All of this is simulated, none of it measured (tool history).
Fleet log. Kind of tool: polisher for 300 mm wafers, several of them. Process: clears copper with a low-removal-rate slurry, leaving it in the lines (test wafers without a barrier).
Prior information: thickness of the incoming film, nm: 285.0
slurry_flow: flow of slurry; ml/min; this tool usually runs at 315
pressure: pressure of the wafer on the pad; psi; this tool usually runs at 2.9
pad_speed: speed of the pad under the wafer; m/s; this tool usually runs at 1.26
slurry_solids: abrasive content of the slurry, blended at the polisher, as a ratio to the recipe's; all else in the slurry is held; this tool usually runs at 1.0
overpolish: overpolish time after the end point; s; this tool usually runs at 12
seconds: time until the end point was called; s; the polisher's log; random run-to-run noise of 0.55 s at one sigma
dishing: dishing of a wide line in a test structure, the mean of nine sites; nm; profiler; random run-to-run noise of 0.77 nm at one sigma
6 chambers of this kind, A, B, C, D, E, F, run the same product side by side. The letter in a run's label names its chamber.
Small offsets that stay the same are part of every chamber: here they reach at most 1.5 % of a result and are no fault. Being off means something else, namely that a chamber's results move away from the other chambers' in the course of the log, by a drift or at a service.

run,hour,slurry_flow,pressure,pad_speed,slurry_solids,overpolish,seconds,dishing
# hour 3.8: chamber B: worn pad replaced by a new one
1B,10.0,315,2.9,1.26,1.0,12,63.942,35.697
# hour 15.9: chamber D: worn pad replaced by a new one
2E,19.7,315,2.9,1.26,1.0,12,63.980,35.612
3C,29.8,315,2.9,1.26,1.0,12,63.673,36.601
4D,36.6,315,2.9,1.26,1.0,12,62.988,33.786
# hour 43.5: chamber C: slurry blender recalibrated
# hour 44.8: chamber E: worn pad replaced by a new one
5A,45.3,315,3.7,1.26,1.0,10,50.169,38.593
# hour 51.1: chamber F: worn pad replaced by a new one
6F,55.1,315,3.7,1.26,1.0,10,49.474,40.734
7C,64.9,315,3.7,1.26,1.0,10,50.219,36.905
8B,71.0,315,3.7,1.26,1.0,10,50.041,37.567
9E,77.2,315,3.7,1.26,1.0,10,50.495,37.336
10F,83.9,315,3.7,1.26,1.0,10,49.781,37.637
11D,89.9,315,2.9,1.26,1.0,12,64.107,34.248
12A,97.6,315,2.9,1.26,1.0,12,63.477,35.837
13C,103.4,315,2.0,1.26,0.8,12,95.950,25.178
# hour 106.7: chamber C: worn pad replaced by a new one
# hour 108.0: chamber F: slurry nozzle cleaned
14D,112.1,315,2.0,1.26,0.8,12,97.822,24.201
# hour 113.6: chamber F: worn pad replaced by a new one
15B,120.9,315,2.0,1.26,0.8,12,97.947,24.653
# hour 125.6: chamber D: slurry blender recalibrated
16E,126.2,315,2.0,1.26,0.8,12,97.675,24.436
17A,132.9,315,2.0,1.26,0.8,12,93.521,25.341
18F,142.8,315,2.0,1.26,0.8,12,96.221,23.862
# hour 148.3: chamber D: slurry nozzle cleaned
19D,151.9,315,2.9,1.26,1.0,12,63.971,36.996
20B,157.1,315,2.9,1.26,1.0,12,62.742,35.737
# hour 159.8: chamber B: worn pad replaced by a new one
# hour 165.2: chamber A: slurry blender recalibrated
21E,166.6,315,2.3,1.26,1.0,17,80.574,39.291
22A,173.1,315,2.3,1.26,1.0,17,77.400,39.801
# hour 181.4: chamber F: worn pad replaced by a new one
23C,181.5,315,2.3,1.26,1.0,17,80.065,39.419
# hour 185.3: chamber A: worn pad replaced by a new one
# hour 188.2: chamber F: slurry blender recalibrated
24F,188.8,315,2.3,1.26,1.0,17,79.799,38.315
# hour 189.7: chamber D: worn pad replaced by a new one
25C,196.2,315,2.3,1.26,1.0,17,78.397,39.273
26B,203.8,315,2.3,1.26,1.0,17,80.890,38.547
27A,213.4,255,2.9,1.26,1.0,12,61.545,37.013
# hour 213.6: chamber E: worn pad replaced by a new one
# hour 217.4: chamber B: slurry nozzle cleaned
# hour 218.8: chamber D: head pressure recalibrated
# hour 221.5: chamber C: worn pad replaced by a new one
28F,223.6,255,2.9,1.26,1.0,12,64.723,35.901
29E,230.3,255,2.9,1.26,1.0,12,64.213,35.444
# hour 231.0: chamber E: slurry blender recalibrated
30D,237.8,255,2.9,1.26,1.0,12,66.484,34.508
31E,248.2,255,2.9,1.26,1.0,12,64.481,34.868
32D,258.8,255,2.9,1.26,1.0,12,65.721,35.404
# hour 260.5: chamber F: worn pad replaced by a new one
33B,264.2,315,2.9,1.26,1.0,12,63.067,35.027
# hour 270.0: chamber C: slurry blender recalibrated
34F,274.3,225,3.7,1.26,1.0,12,51.086,43.854
# hour 276.6: chamber B: slurry blender recalibrated
35A,279.6,225,3.7,1.26,1.0,12,47.978,45.103
36C,286.0,225,3.7,1.26,1.0,12,50.905,43.344
37C,291.4,225,3.7,1.26,1.0,12,52.014,42.381
38A,299.8,225,3.7,1.26,1.0,12,49.056,45.366
# hour 305.8: chamber F: head pressure recalibrated
39E,310.8,225,3.7,1.26,1.0,12,51.979,42.891
40F,317.8,315,2.9,1.26,1.0,12,63.576,36.780
41D,325.6,315,2.9,1.26,1.0,12,64.856,36.452
# hour 328.0: chamber C: slurry nozzle cleaned
42B,332.5,315,2.9,1.26,1.0,12,62.442,35.425
43C,340.1,315,2.9,1.26,1.0,12,62.816,36.472
44D,345.6,315,2.9,1.26,1.0,12,63.859,36.266

Next, every chamber runs the same settings. What will each give?
45A,353.8,315,2.9,1.26,1.0,12,?,?
45B,353.8,315,2.9,1.26,1.0,12,?,?
45C,353.8,315,2.9,1.26,1.0,12,?,?
45D,353.8,315,2.9,1.26,1.0,12,?,?
45E,353.8,315,2.9,1.26,1.0,12,?,?
45F,353.8,315,2.9,1.26,1.0,12,?,?

run,seconds,dishing
45A,58.550,38.502
45B,63.895,36.357
45C,63.526,35.213
45D,64.106,35.861
45E,63.670,36.746
45F,63.371,36.297
